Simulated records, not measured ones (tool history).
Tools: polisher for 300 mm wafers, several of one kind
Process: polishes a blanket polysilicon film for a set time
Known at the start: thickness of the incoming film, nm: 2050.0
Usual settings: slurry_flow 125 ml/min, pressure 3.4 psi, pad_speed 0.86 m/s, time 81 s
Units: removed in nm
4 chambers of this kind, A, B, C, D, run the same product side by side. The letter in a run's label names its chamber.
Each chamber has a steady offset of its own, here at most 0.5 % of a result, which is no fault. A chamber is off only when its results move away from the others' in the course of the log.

run	hour	slurry_flow	pressure	pad_speed	time	removed
1A	2.9	125	3.4	0.86	81	586.30
2C	6.7	125	3.4	0.86	81	594.50
3D	10.1	125	3.4	0.86	81	601.88
4B	14.8	125	3.4	0.86	81	605.25
# hour 16.5: chamber A: slurry nozzle cleaned
5A	19.5	125	3.4	0.86	81	590.22
# hour 21.5: chamber D: worn pad replaced by a new one
6D	21.8	125	3.4	0.86	81	599.56
7C	25.6	125	2.9	0.86	102	623.48
# hour 28.2: chamber A: worn pad replaced by a new one
8B	28.5	125	2.9	0.86	102	643.52
9A	31.3	125	2.9	0.86	102	651.66
10D	34.3	125	2.9	0.86	102	640.01
11C	37.1	125	3.4	0.86	81	575.45
12B	39.7	125	4.0	0.96	81	782.29
13A	42.8	125	4.0	0.96	81	784.87
14B	47.3	125	4.0	0.96	81	779.79
15C	51.3	125	4.0	0.96	81	746.70
16D	54.2	125	3.4	0.86	81	611.01
17B	59.0	125	3.4	0.86	81	588.32
18A	62.0	125	3.4	0.86	81	583.41
19C	66.9	125	3.4	0.86	81	571.03
# hour 70.3: chamber C: worn pad replaced by a new one
20D	70.7	125	4.4	0.86	68	648.57
# hour 72.6: chamber B: slurry nozzle cleaned
21C	75.4	125	4.4	0.86	68	623.54
22A	78.6	125	4.4	0.86	68	646.54
23D	82.4	125	4.4	0.86	68	662.13
24B	87.1	125	3.4	0.86	81	587.59
# hour 87.4: chamber A: head pressure recalibrated
25D	90.4	125	4.4	0.86	102	970.73
26C	92.8	125	4.4	0.86	102	910.72
# hour 96.6: chamber B: worn pad replaced by a new one
27B	97.0	125	4.4	0.86	102	962.41
28A	101.9	125	4.4	0.86	102	954.55
29A	106.2	125	3.4	0.86	81	591.17
30D	108.6	125	3.4	1.10	96	896.29
31B	113.1	125	3.4	1.10	96	921.86
32C	115.5	125	3.4	1.10	96	821.98
33D	118.4	125	3.4	1.10	96	897.81
34B	120.9	125	3.4	0.86	81	609.15
35A	125.6	125	3.4	0.86	81	580.04
36C	130.0	125	3.4	0.86	81	528.81

All 4 chambers run these settings next. Forecast each chamber's results:
37A	133.6	125	3.4	0.86	81	?
37B	133.6	125	3.4	0.86	81	?
37C	133.6	125	3.4	0.86	81	?
37D	133.6	125	3.4	0.86	81	?

run	removed
37A	596.30
37B	587.62
37C	512.29
37D	610.11
